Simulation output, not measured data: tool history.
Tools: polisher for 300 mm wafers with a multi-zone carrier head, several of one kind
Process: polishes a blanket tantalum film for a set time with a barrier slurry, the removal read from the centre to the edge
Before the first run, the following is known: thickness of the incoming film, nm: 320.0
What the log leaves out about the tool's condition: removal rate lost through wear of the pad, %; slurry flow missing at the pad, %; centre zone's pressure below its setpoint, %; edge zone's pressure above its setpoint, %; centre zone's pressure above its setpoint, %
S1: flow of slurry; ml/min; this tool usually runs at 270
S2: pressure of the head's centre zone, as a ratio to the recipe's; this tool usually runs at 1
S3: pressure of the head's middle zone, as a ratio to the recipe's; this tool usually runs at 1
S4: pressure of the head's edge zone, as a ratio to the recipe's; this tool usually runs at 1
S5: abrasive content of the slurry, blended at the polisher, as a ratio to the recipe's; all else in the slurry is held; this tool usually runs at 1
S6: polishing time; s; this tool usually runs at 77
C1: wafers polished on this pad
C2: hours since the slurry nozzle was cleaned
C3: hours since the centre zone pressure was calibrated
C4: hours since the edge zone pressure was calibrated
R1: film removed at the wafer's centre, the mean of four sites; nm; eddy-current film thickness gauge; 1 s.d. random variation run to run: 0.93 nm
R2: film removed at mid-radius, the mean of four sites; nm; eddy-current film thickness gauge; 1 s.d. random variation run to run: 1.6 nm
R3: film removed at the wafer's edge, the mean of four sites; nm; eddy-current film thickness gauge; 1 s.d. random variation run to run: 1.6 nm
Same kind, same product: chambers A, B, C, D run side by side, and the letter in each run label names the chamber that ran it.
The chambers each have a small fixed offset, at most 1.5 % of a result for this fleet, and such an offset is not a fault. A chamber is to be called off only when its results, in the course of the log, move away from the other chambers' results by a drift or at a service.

{"run": "1C", "day": 0.554, "S1": 270, "S2": 1, "S3": 1, "S4": 1, "S5": 1, "S6": 77, "C1": 380, "C2": 240.3, "C3": 297.4, "C4": 344.5, "R1": 107.3, "R2": 109.61, "R3": 107.44}
{"run": "2B", "day": 0.917, "S1": 270, "S2": 1, "S3": 1, "S4": 1, "S5": 1, "S6": 77, "C1": 492, "C2": 630.1, "C3": 51.6, "C4": 156.5, "R1": 109.75, "R2": 107.43, "R3": 106.61}
{"run": "3A", "day": 1.4, "S1": 270, "S2": 1, "S3": 1, "S4": 1, "S5": 1, "S6": 77, "C1": 425, "C2": 198.2, "C3": 169.4, "C4": 1348.7, "R1": 108.42, "R2": 109.36, "R3": 107.38}
{"day": 1.442, "done": "chamber A: edge zone pressure recalibrated"}
{"day": 1.679, "done": "chamber D: worn pad replaced by a new one"}
{"day": 1.733, "done": "chamber B: worn pad replaced by a new one"}
{"run": "4D", "day": 1.788, "S1": 270, "S2": 1, "S3": 1, "S4": 1, "S5": 1, "S6": 77, "C1": 23, "C2": 126.2, "C3": 563.7, "C4": 378.2, "R1": 109.04, "R2": 106.69, "R3": 106.67}
{"day": 1.929, "done": "chamber C: edge zone pressure recalibrated"}
{"run": "5B", "day": 2.162, "S1": 270, "S2": 1, "S3": 1, "S4": 1, "S5": 1, "S6": 77, "C1": 91, "C2": 660, "C3": 81.5, "C4": 186.4, "R1": 111.13, "R2": 107.86, "R3": 108.04}
{"run": "6D", "day": 2.688, "S1": 270, "S2": 1, "S3": 1, "S4": 1, "S5": 1, "S6": 77, "C1": 214, "C2": 147.8, "C3": 585.3, "C4": 399.8, "R1": 106.05, "R2": 107.28, "R3": 108.97}
{"day": 2.704, "done": "chamber C: worn pad replaced by a new one"}
{"run": "7C", "day": 3.054, "S1": 270, "S2": 1, "S3": 1, "S4": 1, "S5": 1, "S6": 77, "C1": 74, "C2": 300.3, "C3": 357.4, "C4": 27.1, "R1": 106.86, "R2": 107.7, "R3": 107.84}
{"run": "8A", "day": 3.308, "S1": 270, "S2": 1, "S3": 1, "S4": 1, "S5": 1, "S6": 77, "C1": 830, "C2": 244, "C3": 215.2, "C4": 44.9, "R1": 106.94, "R2": 109.5, "R3": 110.61}
{"run": "9D", "day": 3.846, "S1": 270, "S2": 1, "S3": 1, "S4": 1, "S5": 1, "S6": 77, "C1": 460, "C2": 175.6, "C3": 613.1, "C4": 427.6, "R1": 108.05, "R2": 105.13, "R3": 109.87}
{"run": "10C", "day": 4.208, "S1": 270, "S2": 1, "S3": 1, "S4": 1, "S5": 1, "S6": 77, "C1": 319, "C2": 328, "C3": 385.1, "C4": 54.8, "R1": 109.87, "R2": 108.1, "R3": 107.63}
{"run": "11A", "day": 4.646, "S1": 270, "S2": 1, "S3": 1, "S4": 1, "S5": 1, "S6": 77, "C1": 1114, "C2": 276.1, "C3": 247.3, "C4": 77, "R1": 107.5, "R2": 107.89, "R3": 112.36}
{"day": 5.133, "done": "chamber B: worn pad replaced by a new one"}
{"run": "12B", "day": 5.217, "S1": 270, "S2": 1, "S3": 1, "S4": 1, "S5": 1, "S6": 77, "C1": 18, "C2": 733.3, "C3": 154.8, "C4": 259.7, "R1": 108.74, "R2": 110.08, "R3": 106.46}
{"run": "13A", "day": 5.496, "S1": 270, "S2": 1, "S3": 1, "S4": 1, "S5": 1, "S6": 77, "C1": 1294, "C2": 296.5, "C3": 267.7, "C4": 97.4, "R1": 108.89, "R2": 109.17, "R3": 111.34}
{"day": 5.629, "done": "chamber D: slurry nozzle cleaned"}
{"run": "14C", "day": 5.862, "S1": 270, "S2": 1, "S3": 1, "S4": 1, "S5": 1, "S6": 77, "C1": 670, "C2": 367.7, "C3": 424.8, "C4": 94.5, "R1": 108.69, "R2": 107.75, "R3": 110.92}
{"day": 6.242, "done": "chamber C: worn pad replaced by a new one"}
{"run": "15B", "day": 6.321, "S1": 270, "S2": 1, "S3": 1, "S4": 1, "S5": 1, "S6": 77, "C1": 252, "C2": 759.8, "C3": 181.3, "C4": 286.2, "R1": 107.69, "R2": 108.01, "R3": 107.88}
{"day": 6.354, "done": "chamber B: slurry nozzle cleaned"}
{"day": 6.508, "done": "chamber B: edge zone pressure recalibrated"}
{"run": "16D", "day": 6.767, "S1": 270, "S2": 1, "S3": 1, "S4": 1, "S5": 1, "S6": 77, "C1": 1080, "C2": 27.3, "C3": 683.2, "C4": 497.7, "R1": 107.11, "R2": 106.56, "R3": 110.64}
{"day": 6.896, "done": "chamber C: slurry nozzle cleaned"}
{"day": 6.908, "done": "chamber A: worn pad replaced by a new one"}
{"run": "17B", "day": 7.2, "S1": 270, "S2": 1, "S3": 1, "S4": 1, "S5": 1, "S6": 77, "C1": 439, "C2": 20.3, "C3": 202.4, "C4": 16.7, "R1": 106.96, "R2": 110.21, "R3": 110.16}
{"day": 7.442, "done": "chamber D: worn pad replaced by a new one"}
{"run": "18C", "day": 7.5, "S1": 270, "S2": 1, "S3": 1, "S4": 1, "S5": 1, "S6": 77, "C1": 267, "C2": 14.6, "C3": 464.1, "C4": 133.8, "R1": 109.26, "R2": 110.6, "R3": 107.53}
{"run": "19A", "day": 7.962, "S1": 270, "S2": 1, "S3": 1.07, "S4": 1, "S5": 1, "S6": 51, "C1": 224, "C2": 355.7, "C3": 326.9, "C4": 156.6, "R1": 71.315, "R2": 76.877, "R3": 73.268}
{"day": 8.042, "done": "chamber B: worn pad replaced by a new one"}
{"run": "20D", "day": 8.283, "S1": 270, "S2": 1, "S3": 1.07, "S4": 1, "S5": 1, "S6": 51, "C1": 178, "C2": 63.7, "C3": 719.6, "C4": 534.1, "R1": 72.094, "R2": 74.435, "R3": 71.366}
{"run": "21B", "day": 8.812, "S1": 270, "S2": 1, "S3": 1.07, "S4": 1, "S5": 1, "S6": 51, "C1": 164, "C2": 59, "C3": 241.1, "C4": 55.4, "R1": 71.898, "R2": 75.784, "R3": 69.116}
{"run": "22D", "day": 9.15, "S1": 270, "S2": 1, "S3": 1.07, "S4": 1, "S5": 1, "S6": 51, "C1": 362, "C2": 84.5, "C3": 740.4, "C4": 554.9, "R1": 72.077, "R2": 73.894, "R3": 71.558}
{"run": "23C", "day": 9.558, "S1": 270, "S2": 1, "S3": 1, "S4": 1, "S5": 1, "S6": 77, "C1": 703, "C2": 64, "C3": 513.5, "C4": 183.2, "R1": 108.91, "R2": 107.62, "R3": 107.5}
{"run": "24A", "day": 9.917, "S1": 270, "S2": 1, "S3": 1, "S4": 1, "S5": 1, "S6": 77, "C1": 639, "C2": 402.6, "C3": 373.8, "C4": 203.5, "R1": 106.91, "R2": 109.14, "R3": 108.52}
{"run": "25A", "day": 10.271, "S1": 270, "S2": 1, "S3": 1, "S4": 1, "S5": 1, "S6": 77, "C1": 714, "C2": 411.1, "C3": 382.3, "C4": 212, "R1": 106.73, "R2": 107.58, "R3": 108.32}

The same settings go to every chamber for the next run, one line per chamber below. Forecast the results for each:
{"run": "26A", "day": 10.688, "S1": 220, "S2": 1, "S3": 1, "S4": 1, "S5": 1, "S6": 77, "R1": "?", "R2": "?", "R3": "?"}
{"run": "26B", "day": 10.688, "S1": 220, "S2": 1, "S3": 1, "S4": 1, "S5": 1, "S6": 77, "R1": "?", "R2": "?", "R3": "?"}
{"run": "26C", "day": 10.688, "S1": 220, "S2": 1, "S3": 1, "S4": 1, "S5": 1, "S6": 77, "R1": "?", "R2": "?", "R3": "?"}
{"run": "26D", "day": 10.688, "S1": 220, "S2": 1, "S3": 1, "S4": 1, "S5": 1, "S6": 77, "R1": "?", "R2": "?", "R3": "?"}

run=26A R1=105.63 R2=105.84 R3=107.64
run=26B R1=105.65 R2=105.46 R3=106.23
run=26C R1=105.67 R2=105.95 R3=105.16
run=26D R1=106.47 R2=104.98 R3=107.98
